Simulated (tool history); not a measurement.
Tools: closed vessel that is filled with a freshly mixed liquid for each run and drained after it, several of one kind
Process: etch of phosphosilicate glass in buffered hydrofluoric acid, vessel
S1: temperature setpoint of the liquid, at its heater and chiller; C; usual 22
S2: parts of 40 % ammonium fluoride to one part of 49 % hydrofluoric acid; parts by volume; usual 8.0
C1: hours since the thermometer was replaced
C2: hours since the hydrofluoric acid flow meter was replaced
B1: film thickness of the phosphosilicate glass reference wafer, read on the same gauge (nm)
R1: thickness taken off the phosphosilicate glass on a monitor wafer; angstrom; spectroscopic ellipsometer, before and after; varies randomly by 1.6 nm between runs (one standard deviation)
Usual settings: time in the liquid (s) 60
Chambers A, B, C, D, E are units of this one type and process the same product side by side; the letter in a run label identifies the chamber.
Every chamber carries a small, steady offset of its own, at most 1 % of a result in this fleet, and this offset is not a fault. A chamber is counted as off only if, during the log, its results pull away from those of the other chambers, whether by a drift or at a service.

{"run": "1E", "hour": 9.2, "S1": 22, "S2": 8.0, "time in the liquid (s)": 60, "C1": 2442.0, "C2": 445.4, "B1": 120.07, "R1": 2850.8}
{"hour": 10.7, "done": "chamber E: thermometer replaced"}
{"run": "2D", "hour": 19.0, "S1": 22, "S2": 8.0, "time in the liquid (s)": 60, "C1": 1039.0, "C2": 509.6, "B1": 119.99, "R1": 2855.3}
{"run": "3C", "hour": 29.9, "S1": 22, "S2": 8.0, "time in the liquid (s)": 60, "C1": 635.1, "C2": 181.0, "B1": 120.03, "R1": 2847.0}
{"run": "4B", "hour": 42.6, "S1": 22, "S2": 8.0, "time in the liquid (s)": 60, "C1": 65.4, "C2": 695.4, "B1": 120.0, "R1": 2904.1}
{"run": "5A", "hour": 56.3, "S1": 22, "S2": 8.0, "time in the liquid (s)": 60, "C1": 1197.7, "C2": 931.0, "B1": 120.02, "R1": 2891.0}
{"run": "6C", "hour": 63.7, "S1": 22, "S2": 8.0, "time in the liquid (s)": 60, "C1": 668.9, "C2": 214.8, "B1": 119.99, "R1": 2862.4}
{"run": "7A", "hour": 75.6, "S1": 22, "S2": 8.0, "time in the liquid (s)": 60, "C1": 1217.0, "C2": 950.3, "B1": 119.97, "R1": 2872.1}
{"run": "8B", "hour": 87.3, "S1": 22, "S2": 8.0, "time in the liquid (s)": 60, "C1": 110.1, "C2": 740.1, "B1": 120.02, "R1": 2887.5}
{"run": "9D", "hour": 97.4, "S1": 22, "S2": 8.0, "time in the liquid (s)": 60, "C1": 1117.4, "C2": 588.0, "B1": 120.0, "R1": 2830.3}
{"run": "10E", "hour": 109.7, "S1": 22, "S2": 8.0, "time in the liquid (s)": 60, "C1": 99.1, "C2": 545.9, "B1": 120.0, "R1": 2824.1}
{"run": "11A", "hour": 125.6, "S1": 22, "S2": 8.0, "time in the liquid (s)": 60, "C1": 1267.0, "C2": 1000.3, "B1": 119.97, "R1": 2869.3}
{"run": "12E", "hour": 139.5, "S1": 22, "S2": 8.0, "time in the liquid (s)": 60, "C1": 128.9, "C2": 575.7, "B1": 119.99, "R1": 2862.8}
{"run": "13B", "hour": 152.6, "S1": 22, "S2": 8.0, "time in the liquid (s)": 60, "C1": 175.4, "C2": 805.4, "B1": 120.0, "R1": 2865.0}
{"run": "14D", "hour": 161.0, "S1": 22, "S2": 8.0, "time in the liquid (s)": 60, "C1": 1181.0, "C2": 651.6, "B1": 120.0, "R1": 2832.1}
{"hour": 165.5, "done": "chamber A: hydrofluoric acid flow meter replaced"}
{"run": "15C", "hour": 175.0, "S1": 22, "S2": 8.0, "time in the liquid (s)": 60, "C1": 780.2, "C2": 326.1, "B1": 120.0, "R1": 2841.2}
{"run": "16D", "hour": 184.3, "S1": 22, "S2": 8.0, "time in the liquid (s)": 60, "C1": 1204.3, "C2": 674.9, "B1": 120.02, "R1": 2858.0}
{"run": "17C", "hour": 191.6, "S1": 22, "S2": 8.0, "time in the liquid (s)": 60, "C1": 796.8, "C2": 342.7, "B1": 120.01, "R1": 2832.6}
{"run": "18E", "hour": 199.6, "S1": 22, "S2": 8.0, "time in the liquid (s)": 60, "C1": 189.0, "C2": 635.8, "B1": 119.99, "R1": 2845.8}
{"run": "19A", "hour": 213.7, "S1": 22, "S2": 8.0, "time in the liquid (s)": 60, "C1": 1355.1, "C2": 48.2, "B1": 120.0, "R1": 2866.6}
{"run": "20B", "hour": 229.4, "S1": 22, "S2": 8.0, "time in the liquid (s)": 60, "C1": 252.2, "C2": 882.2, "B1": 120.0, "R1": 2853.7}
{"run": "21B", "hour": 238.8, "S1": 22, "S2": 9.5, "time in the liquid (s)": 85, "C1": 261.6, "C2": 891.6, "B1": 120.0, "R1": 3485.6}
{"run": "22A", "hour": 248.1, "S1": 22, "S2": 9.5, "time in the liquid (s)": 85, "C1": 1389.5, "C2": 82.6, "B1": 119.97, "R1": 3503.8}
{"run": "23E", "hour": 262.6, "S1": 22, "S2": 9.5, "time in the liquid (s)": 85, "C1": 252.0, "C2": 698.8, "B1": 120.02, "R1": 3435.6}
{"run": "24D", "hour": 271.2, "S1": 22, "S2": 9.5, "time in the liquid (s)": 85, "C1": 1291.2, "C2": 761.8, "B1": 120.03, "R1": 3324.8}
{"run": "25C", "hour": 283.6, "S1": 22, "S2": 9.5, "time in the liquid (s)": 85, "C1": 888.8, "C2": 434.7, "B1": 120.0, "R1": 3440.0}
{"run": "26C", "hour": 292.9, "S1": 22, "S2": 6.0, "time in the liquid (s)": 30, "C1": 898.1, "C2": 444.0, "B1": 120.03, "R1": 1904.9}
{"run": "27E", "hour": 301.0, "S1": 22, "S2": 6.0, "time in the liquid (s)": 30, "C1": 290.4, "C2": 737.2, "B1": 119.95, "R1": 1879.4}
{"run": "28B", "hour": 314.7, "S1": 22, "S2": 6.0, "time in the liquid (s)": 30, "C1": 337.5, "C2": 967.5, "B1": 119.98, "R1": 1928.3}
{"run": "29A", "hour": 327.0, "S1": 22, "S2": 6.0, "time in the liquid (s)": 30, "C1": 1468.4, "C2": 161.5, "B1": 120.01, "R1": 1912.0}
{"run": "30D", "hour": 339.1, "S1": 22, "S2": 6.0, "time in the liquid (s)": 30, "C1": 1359.1, "C2": 829.7, "B1": 120.0, "R1": 1786.4}
{"run": "31A", "hour": 355.2, "S1": 22, "S2": 8.0, "time in the liquid (s)": 60, "C1": 1496.6, "C2": 189.7, "B1": 120.0, "R1": 2875.7}

Next, all 5 chambers run the settings below, one line each with question marks for the results. What does each chamber give?
{"run": "32A", "hour": 367.1, "S1": 22, "S2": 8.0, "time in the liquid (s)": 60, "R1": "?"}
{"run": "32B", "hour": 367.1, "S1": 22, "S2": 8.0, "time in the liquid (s)": 60, "R1": "?"}
{"run": "32C", "hour": 367.1, "S1": 22, "S2": 8.0, "time in the liquid (s)": 60, "R1": "?"}
{"run": "32D", "hour": 367.1, "S1": 22, "S2": 8.0, "time in the liquid (s)": 60, "R1": "?"}
{"run": "32E", "hour": 367.1, "S1": 22, "S2": 8.0, "time in the liquid (s)": 60, "R1": "?"}

run=32A R1=2872.9
run=32B R1=2872.8
run=32C R1=2858.6
run=32D R1=2677.4
run=32E R1=2845.3
